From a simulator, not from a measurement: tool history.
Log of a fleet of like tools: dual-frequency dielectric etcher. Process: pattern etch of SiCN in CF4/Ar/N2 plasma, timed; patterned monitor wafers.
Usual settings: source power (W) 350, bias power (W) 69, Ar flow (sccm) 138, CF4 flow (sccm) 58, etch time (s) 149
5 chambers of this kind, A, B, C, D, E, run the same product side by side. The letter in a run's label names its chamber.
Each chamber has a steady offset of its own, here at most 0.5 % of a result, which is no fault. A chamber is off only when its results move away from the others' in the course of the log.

run   hour  source power (W)  bias power (W)  Ar flow (sccm)  CF4 flow (sccm)  etch time (s)  hours since the last wet clean  hours since the last source power generator calibration  hours since the last bias power generator calibration  hours since the last Ar flow controller change  hours since the last CF4 flow controller change  read-back reference wafer on the same gauge, depth_nm  mean etch depth across the wafer (nm)
 1E   12.4               350              69             138               58            149                             327                                                   2590.8                                                  982.3                                             622                                            450.1                                                 82.459                                 93.415
 2A   20.7               350              69             138               58            149                           565.5                                                      573                                                 2361.2                                          2910.4                                            624.8                                                 82.469                                 93.108
 3D     32               350              69             138               58            149                           323.9                                                   1822.7                                                    709                                            66.4                                            609.3                                                 82.507                                 93.139
 4B   41.5               350              69             138               58            149                           307.1                                                   1976.7                                                  600.3                                          1349.6                                           1061.5                                                 82.438                                 93.685
      51.7  -- chamber A: wet clean of the chamber
 5C   55.6               350              69             138               58            149                           406.5                                                   3025.1                                                 1695.7                                           797.9                                            613.6                                                 82.449                                 93.866
 6A   64.7               350              69             138               58            149                            13.1                                                      617                                                 2405.2                                          2954.4                                            668.8                                                 82.504                                 93.302
 7D   76.7               350              69             138               58            149                           368.6                                                   1867.4                                                  753.7                                           111.1                                              654                                                 82.496                                 93.215
      82.8  -- chamber E: wet clean of the chamber
 8B   87.9               350              69             138               58            149                           353.5                                                   2023.1                                                  646.7                                            1396                                           1107.9                                                 82.508                                 94.264
 9C  100.3               350              69             138               58            149                           451.2                                                   3069.8                                                 1740.4                                           842.6                                            658.3                                                 82.464                                 93.664
10E  113.4               350              69             138               58            149                            30.7                                                   2691.8                                                 1083.3                                             723                                            551.1                                                  82.53                                 93.575
11A  120.9               350              69             138               58            149                            69.3                                                    673.2                                                 2461.4                                          3010.6                                              725                                                 82.599                                 93.538
12B  132.5               350              69             138               58            149                           398.1                                                   2067.7                                                  691.3                                          1440.6                                           1152.5                                                 82.458                                  94.18
13D  147.6               350              69             138               58            149                           439.5                                                   1938.3                                                  824.6                                             182                                            724.9                                                 82.525                                 93.248
14C  163.3               350              69             138               58            149                           514.2                                                   3132.8                                                 1803.4                                           905.6                                            721.3                                                 82.464                                 93.631
15E  177.3               350              69             138               58            149                            94.6                                                   2755.7                                                 1147.2                                           786.9                                              615                                                  82.49                                 93.419
16E  185.1               350              69             138               49            123                           102.4                                                   2763.5                                                   1155                                           794.7                                            622.8                                                 82.569                                 75.788
17C  195.6               350              69             138               49            123                           546.5                                                   3165.1                                                 1835.7                                           937.9                                            753.6                                                 82.559                                  75.63
18B  209.8               350              69             138               49            123                           475.4                                                     2145                                                  768.6                                          1517.9                                           1229.8                                                 82.454                                 75.541
19D  222.4               350              69             138               49            123                           514.3                                                   2013.1                                                  899.4                                           256.8                                            799.7                                                 82.568                                 75.587
20A  231.2               350              69             138               49            123                           179.6                                                    783.5                                                 2571.7                                          3120.9                                            835.3                                                 82.472                                 74.707
21D  245.5               350              69             138               58            149                           537.4                                                   2036.2                                                  922.5                                           279.9                                            822.8                                                 82.533                                 93.138
22E  260.5               350              69             138               58            149                           177.8                                                   2838.9                                                 1230.4                                           870.1                                            698.2                                                 82.487                                 93.114
23C  267.6               350              69             138               58            149                           618.5                                                   3237.1                                                 1907.7                                          1009.9                                            825.6                                                  82.49                                 93.894
     272.6  -- chamber C: wet clean of the chamber
     276.8  -- chamber D: wet clean of the chamber
24A    279               270              69             138               58            191                           227.4                                                    831.3                                                 2619.5                                          3168.7                                            883.1                                                  82.54                                 95.059
25B  294.8               270              69             138               58            191                           560.4                                                     2230                                                  853.6                                          1602.9                                           1314.8                                                 82.493                                 96.958
26D  305.6               270              69             138               58            191                            28.9                                                   2096.3                                                  982.6                                             340                                            882.9                                                 82.505                                 96.038
     321.1  -- chamber B: wet clean of the chamber
27A  321.4               270              69             138               58            191                           269.8                                                    873.7                                                 2661.9                                          3211.1                                            925.5                                                 82.467                                 95.708
28C  335.7               270              69             138               58            191                            63.2                                                   3305.2                                                 1975.8                                            1078                                            893.7                                                 82.435                                 100.37
29E  347.5               350              69             138               58            149                           264.8                                                   2925.9                                                 1317.4                                           957.1                                            785.2                                                 82.498                                  94.25
30B  360.5               350              69             138               58            149                            39.5                                                   2295.7                                                  919.3                                          1668.6                                           1380.5                                                 82.513                                 95.132
31D  371.9               350              69             138               58            149                            95.2                                                   2162.6                                                 1048.9                                           406.3                                            949.2                                                 82.543                                 92.656
32C  387.6               350              69             138               58            149                           115.1                                                   3357.1                                                 2027.7                                          1129.9                                            945.6                                                 82.466                                 97.705
33B  400.8               350              69             138               58            149                            79.8                                                     2336                                                  959.6                                          1708.9                                           1420.8                                                 82.517                                 94.081
34E  415.8               350              69             138               58            149                           333.1                                                   2994.2                                                 1385.7                                          1025.4                                            853.5                                                 82.435                                 93.615
35A  430.3               350              52             138               58          118.5                           378.7                                                    982.6                                                 2770.8                                            3320                                           1034.4                                                 82.453                                 66.783
36C  442.7               350              52             138               58          118.5                           170.2                                                   3412.2                                                 2082.8                                            1185                                           1000.7                                                 82.474                                 70.295
37A  449.9               350              52             138               58          118.5                           398.3                                                   1002.2                                                 2790.4                                          3339.6                                             1054                                                 82.537                                 66.588
38B  465.4               350              52             138               58          118.5                           144.4                                                   2400.6                                                 1024.2                                          1773.5                                           1485.4                                                 82.538                                 67.538
39D  472.6               350              52             138               58          118.5                           195.9                                                   2263.3                                                 1149.6                                             507                                           1049.9                                                 82.446                                 67.158
     475.1  -- chamber E: wet clean of the chamber
40E  484.7               350              69             138               58            149                             9.6                                                   3063.1                                                 1454.6                                          1094.3                                            922.4                                                 82.396                                 93.446
41E  499.7               350              64             164               58            149                            24.6                                                   3078.1                                                 1469.6                                          1109.3                                            937.4                                                 82.441                                 88.554
42B  511.2               350              64             164               58            149                           190.2                                                   2446.4                                                   1070                                          1819.3                                           1531.2                                                 82.488                                 88.606
43A  523.9               350              64             164               58            149                           472.3                                                   1076.2                                                 2864.4                                          3413.6                                             1128                                                 82.487                                 87.672

Next, every chamber runs the same settings. What will each give?
44A  535.2               350              69             138               58            149                                                                                                                                                                                                                                                                                                                                              ?
44B  535.2               350              69             138               58            149                                                                                                                                                                                                                                                                                                                                              ?
44C  535.2               350              69             138               58            149                                                                                                                                                                                                                                                                                                                                              ?
44D  535.2               350              69             138               58            149                                                                                                                                                                                                                                                                                                                                              ?
44E  535.2               350              69             138               58            149                                                                                                                                                                                                                                                                                                                                              ?

run  mean etch depth across the wafer (nm)
44A                                  92.69
44B                                 94.458
44C                                 98.128
44D                                 93.542
44E                                 93.813
